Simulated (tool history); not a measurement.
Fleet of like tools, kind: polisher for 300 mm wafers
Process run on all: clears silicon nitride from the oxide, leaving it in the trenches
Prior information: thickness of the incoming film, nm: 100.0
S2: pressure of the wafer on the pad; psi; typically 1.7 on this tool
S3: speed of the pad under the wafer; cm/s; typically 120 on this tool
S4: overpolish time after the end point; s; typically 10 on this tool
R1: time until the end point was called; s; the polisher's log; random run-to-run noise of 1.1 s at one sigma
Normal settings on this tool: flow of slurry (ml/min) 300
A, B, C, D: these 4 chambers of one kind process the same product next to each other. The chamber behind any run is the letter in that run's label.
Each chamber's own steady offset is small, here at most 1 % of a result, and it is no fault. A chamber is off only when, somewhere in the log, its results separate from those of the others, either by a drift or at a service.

At hour 2.6: chamber C: worn pad replaced by a new one.
At hour 5.1: chamber B: worn pad replaced by a new one.
Run 1C, hour 10: usual settings. Result: R1 126.82 s.
Run 2D, hour 17.8: usual settings. Result: R1 125.94 s.
Run 3B, hour 24.2: usual settings. Result: R1 124.48 s.
Run 4A, hour 30.9: usual settings. Result: R1 126.97 s.
At hour 31.9: chamber A: head pressure recalibrated.
Run 5B, hour 41.3: usual settings. Result: R1 125.93 s.
At hour 45.2: chamber C: head pressure recalibrated.
Run 6D, hour 49: usual settings. Result: R1 125.23 s.
At hour 56.6: chamber C: slurry nozzle cleaned.
Run 7C, hour 58.3: usual settings. Result: R1 123.87 s.
At hour 66.9: chamber D: worn pad replaced by a new one.
Run 8A, hour 67.6: usual settings but flow of slurry (ml/min) 240. Result: R1 130.56 s.
At hour 70.3: chamber B: worn pad replaced by a new one.
At hour 73.6: chamber B: slurry nozzle cleaned.
Run 9D, hour 76.8: usual settings but flow of slurry (ml/min) 240. Result: R1 128.9 s.
Run 10A, hour 89.5: usual settings but flow of slurry (ml/min) 240. Result: R1 130.42 s.
At hour 89.8: chamber A: worn pad replaced by a new one.
Run 11B, hour 96.4: usual settings but flow of slurry (ml/min) 240. Result: R1 127.84 s.
Run 12C, hour 103.5: usual settings. Result: R1 126.33 s.
Run 13A, hour 115.9: usual settings. Result: R1 128.01 s.
At hour 121.4: chamber C: worn pad replaced by a new one.
Run 14C, hour 123.4: usual settings. Result: R1 125.66 s.
At hour 125.6: chamber D: slurry nozzle cleaned.
Run 15B, hour 132.6: usual settings. Result: R1 126.39 s.
Run 16D, hour 138.9: usual settings but S2 1.4 psi, S3 132 cm/s. Result: R1 139.01 s.
At hour 145.6: chamber B: worn pad replaced by a new one.
Run 17A, hour 152.7: usual settings but S2 1.4 psi, S3 132 cm/s. Result: R1 140.73 s.
At hour 159.7: chamber D: worn pad replaced by a new one.
Run 18D, hour 167: usual settings but S2 1.4 psi, S3 132 cm/s. Result: R1 138.28 s.
Run 19B, hour 180.5: usual settings but S2 1.4 psi, S3 132 cm/s. Result: R1 137.38 s.
Run 20C, hour 188.1: usual settings. Result: R1 127.53 s.
Run 21D, hour 196.6: usual settings. Result: R1 125.33 s.
Run 22C, hour 210.3: usual settings. Result: R1 126.06 s.
At hour 218.1: chamber C: worn pad replaced by a new one.
Run 23A, hour 219.2: usual settings. Result: R1 128.89 s.
At hour 219.8: chamber B: worn pad replaced by a new one.
At hour 221.6: chamber A: worn pad replaced by a new one.
Run 24B, hour 228.4: usual settings. Result: R1 122.71 s.
Run 25D, hour 234.8: usual settings. Result: R1 126.11 s.
Run 26A, hour 242.1: usual settings. Result: R1 126.51 s.
Run 27C, hour 254: usual settings. Result: R1 125.35 s.

What goes on in this fleet: one chamber off, a drifting gauge, or nothing beyond the chambers' own small offsets? Name the chamber and the cause, if any.

No chamber is off and the gauge is stable; the differences are just each chamber's small, constant offset.
